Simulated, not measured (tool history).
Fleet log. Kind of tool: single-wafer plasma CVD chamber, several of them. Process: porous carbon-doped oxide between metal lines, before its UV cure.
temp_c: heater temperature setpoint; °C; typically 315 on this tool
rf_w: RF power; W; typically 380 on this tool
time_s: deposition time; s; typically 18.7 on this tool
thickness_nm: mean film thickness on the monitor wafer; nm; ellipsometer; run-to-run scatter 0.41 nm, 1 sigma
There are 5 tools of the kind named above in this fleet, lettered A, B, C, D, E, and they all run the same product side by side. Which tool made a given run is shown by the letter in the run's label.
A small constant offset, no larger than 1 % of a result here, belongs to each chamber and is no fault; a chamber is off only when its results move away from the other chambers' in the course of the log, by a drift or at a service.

run   hour  temp_c  rf_w  time_s  read-back reference wafer on the same gauge, thickness_nm  thickness_nm
 1E    2.6     315   380    18.7                                                     78.651        77.986
 2D    5.0     315   380    18.7                                                     78.631        76.497
 3B    9.5     315   380    18.7                                                     78.646        77.711
 4C   12.4     315   380    18.7                                                     78.662        77.512
 5A   14.9     315   380    18.7                                                     78.555        77.576
 6C   17.2     315   380    18.7                                                     78.539        76.435
 7A   19.8     315   380    18.7                                                     78.596        77.957
 8D   24.1     315   380    18.7                                                     78.639        77.100
 9B   27.1     315   380    18.7                                                     78.602        77.424
10E   31.6     315   380    18.7                                                     78.607        76.311
11A   34.8     315   380    18.7                                                     78.645        76.982
12B   39.4     315   380    18.7                                                     78.677        77.771
13C   43.2     315   380    18.7                                                     78.665        76.969
14D   47.9     315   330    16.9                                                     78.635        62.636
15E   51.4     315   330    16.9                                                     78.617        61.981
16A   53.7     315   330    16.9                                                     78.604        62.548
17C   57.6     315   330    16.9                                                     78.648        62.296
18E   61.5     315   330    16.9                                                     78.644        62.736
19B   63.8     325   380    20.7                                                     78.602        80.802
20D   67.9     325   380    20.7                                                     78.744        80.394
21E   70.9     325   380    20.7                                                     78.593        80.191
22C   74.9     325   380    20.7                                                     78.704        81.149
23D   78.5     325   380    20.7                                                     78.565        80.857
      81.2  -- chamber B: thermocouple changed; heater temperature recalibrated
24B   83.2     315   380    16.5                                                     78.576        68.634
25A   85.3     315   380    16.5                                                     78.593        69.061
26E   88.7     315   380    16.5                                                     78.560        67.661
27A   92.6     315   380    16.5                                                     78.633        69.356
28D   95.6     315   380    16.5                                                     78.578        68.615
29C   99.7     315   380    18.7                                                     78.605        76.954
30B  103.3     315   380    18.7                                                     78.467        77.524
31D  107.6     315   380    18.7                                                     78.653        76.909
32A  110.8     315   380    18.7                                                     78.460        77.565
33C  115.4     315   380    18.7                                                     78.567        77.029
34E  117.6     315   380    18.7                                                     78.582        77.374

Read the log: is a single chamber off, either drifting away or since a service, is the gauge that measures every chamber drifting, or is nothing wrong beyond small per-chamber offsets? Name any odd chamber and what most likely caused it.

No chamber stands off beyond its own small offset, and the gauge holds steady.
